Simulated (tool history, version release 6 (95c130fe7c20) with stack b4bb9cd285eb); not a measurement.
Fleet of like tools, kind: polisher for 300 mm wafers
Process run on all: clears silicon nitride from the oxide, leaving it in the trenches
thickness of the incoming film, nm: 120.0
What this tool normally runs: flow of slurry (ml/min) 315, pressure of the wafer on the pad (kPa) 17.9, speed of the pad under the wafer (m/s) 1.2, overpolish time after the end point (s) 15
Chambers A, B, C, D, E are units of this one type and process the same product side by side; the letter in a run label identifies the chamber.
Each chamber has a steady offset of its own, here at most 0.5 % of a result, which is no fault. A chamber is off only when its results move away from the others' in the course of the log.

run,hour,flow of slurry (ml/min),pressure of the wafer on the pad (kPa),speed of the pad under the wafer (m/s),overpolish time after the end point (s),wafers polished on this pad,hours since the slurry nozzle was cleaned,hours since the head pressure was calibrated,time until the end point was called (s)
# hour 4.7: chamber B: worn pad replaced by a new one
1E,11.6,315,17.9,1.2,15,484,326,809,133.2
2C,19.2,315,17.9,1.2,15,1049,207.6,425.6,134.39
# hour 21.6: chamber E: slurry nozzle cleaned
3D,28.5,315,17.9,1.2,15,740,184.3,429.9,134.47
# hour 33.2: chamber C: head pressure recalibrated
4A,41,315,17.9,1.2,15,635,271.2,843.4,132.94
5B,55.2,315,17.9,1.2,15,289,120.7,177.1,134.7
# hour 63.4: chamber C: worn pad replaced by a new one
# hour 69.8: chamber A: worn pad replaced by a new one
# hour 70.3: chamber D: worn pad replaced by a new one
6D,71,315,17.9,1.2,15,4,226.8,472.4,134.47
7A,81.5,315,17.9,1.2,15,67,311.7,883.9,132.23
# hour 81.9: chamber E: worn pad replaced by a new one
# hour 85.2: chamber B: worn pad replaced by a new one
8B,90.3,315,17.9,1.2,15,29,155.8,212.2,131.06
9C,104,315,17.9,1.2,15,232,292.4,70.9,131.54
10E,119.4,315,17.9,1.2,15,214,97.9,916.8,135.81
11C,135.7,315,20.7,1.42,15,414,324.1,102.6,98.58
12E,151.4,315,20.7,1.42,15,397,129.9,948.8,98.689
13A,162.5,315,20.7,1.42,15,530,392.7,964.9,97.294
# hour 168.6: chamber B: worn pad replaced by a new one
14B,177.7,315,20.7,1.42,15,52,243.2,299.6,94.486
15D,187.8,315,20.7,1.42,15,672,343.6,589.2,98.323
16D,201.8,315,17.9,1.2,15,752,357.6,603.2,134.67
# hour 207.6: chamber E: worn pad replaced by a new one
17A,218,315,17.9,1.2,15,848,448.2,1020.4,132.71
# hour 224.1: chamber D: worn pad replaced by a new one
18C,227.7,315,17.9,1.2,15,940,416.1,194.6,132.94
# hour 239.5: chamber A: worn pad replaced by a new one
19E,243.7,315,17.9,1.2,15,206,222.2,1041.1,134.37
20B,255.3,315,17.9,1.2,15,496,320.8,377.2,128.04
21E,265.9,315,17.9,1.2,15,333,244.4,1063.3,133.82
# hour 268.6: chamber B: worn pad replaced by a new one
22C,274.7,240,17.9,1.2,15,1209,463.1,241.6,137.48
23D,284.3,240,17.9,1.2,15,344,440.1,685.7,137.9
24B,300.4,240,17.9,1.2,15,182,365.9,422.3,129.52
# hour 312.4: chamber D: head pressure recalibrated
25A,314.5,240,17.9,1.2,15,429,544.7,1116.9,136.51
26A,325.4,240,17.9,1.2,15,492,555.6,1127.8,138.4
27C,341.2,315,17.9,1.2,15,1590,529.6,308.1,132.77
# hour 347.2: chamber C: worn pad replaced by a new one
# hour 347.8: chamber E: worn pad replaced by a new one
28D,349.4,315,17.9,1.2,15,717,505.2,37,135.17
# hour 358.6: chamber B: worn pad replaced by a new one
29B,361.5,315,17.9,1.2,15,16,427,483.4,125.05
30E,372.4,315,17.9,1.2,15,141,350.9,1169.8,136.31
31D,383.9,315,17.9,1.2,15,914,539.7,71.5,134.2
# hour 394.6: chamber E: head pressure recalibrated
32C,396.8,230,17.9,1.44,15,283,585.2,363.7,114.18
# hour 398.5: chamber A: worn pad replaced by a new one
# hour 400: chamber D: worn pad replaced by a new one
# hour 412.1: chamber E: slurry nozzle cleaned
33E,412.2,230,17.9,1.44,15,369,0.2,17.6,114.06
34B,420.6,230,17.9,1.44,15,354,486.1,542.5,104.4
35A,428.6,230,17.9,1.44,15,172,658.8,1231,113.79
36D,443.9,230,17.9,1.44,15,251,599.7,131.5,115.27
37C,457.3,315,17.9,1.2,15,630,645.7,424.2,132.82

Next, all 5 chambers run the settings below, one line each with question marks for the results. What does each chamber give?
38A,468.9,315,17.9,1.2,15,,,,?
38B,468.9,315,17.9,1.2,15,,,,?
38C,468.9,315,17.9,1.2,15,,,,?
38D,468.9,315,17.9,1.2,15,,,,?
38E,468.9,315,17.9,1.2,15,,,,?

run,time until the end point was called (s)
38A,131.1
38B,120.85
38C,134.5
38D,135.91
38E,131.67
